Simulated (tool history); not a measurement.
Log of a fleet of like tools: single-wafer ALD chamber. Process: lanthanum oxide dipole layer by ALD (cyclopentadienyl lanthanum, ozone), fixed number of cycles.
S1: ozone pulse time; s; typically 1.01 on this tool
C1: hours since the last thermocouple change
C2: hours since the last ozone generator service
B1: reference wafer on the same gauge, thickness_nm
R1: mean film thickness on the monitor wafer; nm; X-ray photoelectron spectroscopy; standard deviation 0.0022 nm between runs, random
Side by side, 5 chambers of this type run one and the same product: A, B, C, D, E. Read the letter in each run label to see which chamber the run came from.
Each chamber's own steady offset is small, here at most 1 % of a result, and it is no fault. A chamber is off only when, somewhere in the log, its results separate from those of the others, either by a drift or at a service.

| run | hour | S1 | C1 | C2 | B1 | R1 |
|---|---|---|---|---|---|---|
| 1D | 5.1 | 1.01 | 2608.5 | 406.5 | 0.54323 | 0.49846 |
| 2A | 12.5 | 1.01 | 180.2 | 36.6 | 0.54263 | 0.50835 |
|  | 13.3 | chamber D: thermocouple changed; heater temperature recalibrated |
| 3E | 21.1 | 1.01 | 988.4 | 822.2 | 0.54311 | 0.50771 |
| 4C | 26.7 | 1.01 | 1597.3 | 688.1 | 0.5434 | 0.50111 |
| 5B | 32.3 | 1.01 | 160.6 | 1483.2 | 0.54279 | 0.49923 |
| 6B | 41.4 | 1.01 | 169.7 | 1492.3 | 0.54254 | 0.49955 |
| 7E | 46.7 | 1.01 | 1014 | 847.8 | 0.54312 | 0.50746 |
| 8D | 51.5 | 1.01 | 38.3 | 452.9 | 0.54278 | 0.49592 |
| 9C | 61.1 | 1.01 | 1631.7 | 722.5 | 0.54316 | 0.49684 |
| 10A | 71 | 1.01 | 238.7 | 95.1 | 0.54301 | 0.50286 |
|  | 75.8 | chamber B: ozone generator serviced |
| 11D | 77.9 | 1.01 | 64.7 | 479.3 | 0.54265 | 0.49753 |
| 12B | 87.5 | 1.01 | 215.8 | 11.8 | 0.54309 | 0.50203 |
| 13A | 95.6 | 1.01 | 263.3 | 119.7 | 0.54231 | 0.50387 |
| 14E | 103.5 | 1.01 | 1070.8 | 904.6 | 0.54328 | 0.5031 |
| 15C | 113.4 | 1.01 | 1684 | 774.8 | 0.54336 | 0.49304 |
| 16B | 122 | 0.77 | 250.3 | 46.3 | 0.5427 | 0.45489 |
| 17E | 128.9 | 0.77 | 1096.2 | 930 | 0.54316 | 0.45721 |
| 18D | 138.6 | 0.77 | 125.4 | 540 | 0.54304 | 0.45087 |
| 19A | 147.1 | 0.77 | 314.8 | 171.2 | 0.54259 | 0.45281 |
| 20C | 152.3 | 0.77 | 1722.9 | 813.7 | 0.5424 | 0.44187 |
| 21D | 158.2 | 1.01 | 145 | 559.6 | 0.54244 | 0.49731 |
| 22B | 165 | 1.37 | 293.3 | 89.3 | 0.54339 | 0.54073 |
| 23E | 170.5 | 1.37 | 1137.8 | 971.6 | 0.54269 | 0.54556 |
| 24A | 179.1 | 1.37 | 346.8 | 203.2 | 0.54329 | 0.53963 |
| 25C | 187.7 | 1.37 | 1758.3 | 849.1 | 0.54308 | 0.53078 |
| 26E | 196.4 | 1.37 | 1163.7 | 997.5 | 0.54289 | 0.54572 |
| 27A | 203.5 | 0.82 | 371.2 | 227.6 | 0.5429 | 0.46913 |
| 28D | 214.1 | 0.82 | 200.9 | 615.5 | 0.54214 | 0.46347 |
| 29C | 222.2 | 0.82 | 1792.8 | 883.6 | 0.54256 | 0.44432 |
| 30B | 228 | 0.82 | 356.3 | 152.3 | 0.54242 | 0.46742 |
| 31B | 234.1 | 0.82 | 362.4 | 158.4 | 0.54267 | 0.46913 |
| 32E | 241.3 | 1.01 | 1208.6 | 1042.4 | 0.54249 | 0.50018 |
| 33A | 250.4 | 1.01 | 418.1 | 274.5 | 0.54329 | 0.50475 |
| 34D | 259.3 | 1.01 | 246.1 | 660.7 | 0.54286 | 0.5016 |
| 35C | 264.1 | 1.01 | 1834.7 | 925.5 | 0.54231 | 0.4816 |
| 36D | 273.1 | 1.01 | 259.9 | 674.5 | 0.54317 | 0.49911 |
| 37B | 278.4 | 1.01 | 406.7 | 202.7 | 0.54287 | 0.49933 |
| 38C | 287 | 1.01 | 1857.6 | 948.4 | 0.54318 | 0.47628 |
| 39A | 296 | 1.22 | 463.7 | 320.1 | 0.5429 | 0.52847 |

Next, all 5 chambers run the settings below, one line each with question marks for the results. What does each chamber give?
| 40A | 303.7 | 0.85 |  |  |  | ? |
| 40B | 303.7 | 0.85 |  |  |  | ? |
| 40C | 303.7 | 0.85 |  |  |  | ? |
| 40D | 303.7 | 0.85 |  |  |  | ? |
| 40E | 303.7 | 0.85 |  |  |  | ? |

| run | R1 |
|---|---|
| 40A | 0.47751 |
| 40B | 0.47455 |
| 40C | 0.44625 |
| 40D | 0.47046 |
| 40E | 0.47642 |

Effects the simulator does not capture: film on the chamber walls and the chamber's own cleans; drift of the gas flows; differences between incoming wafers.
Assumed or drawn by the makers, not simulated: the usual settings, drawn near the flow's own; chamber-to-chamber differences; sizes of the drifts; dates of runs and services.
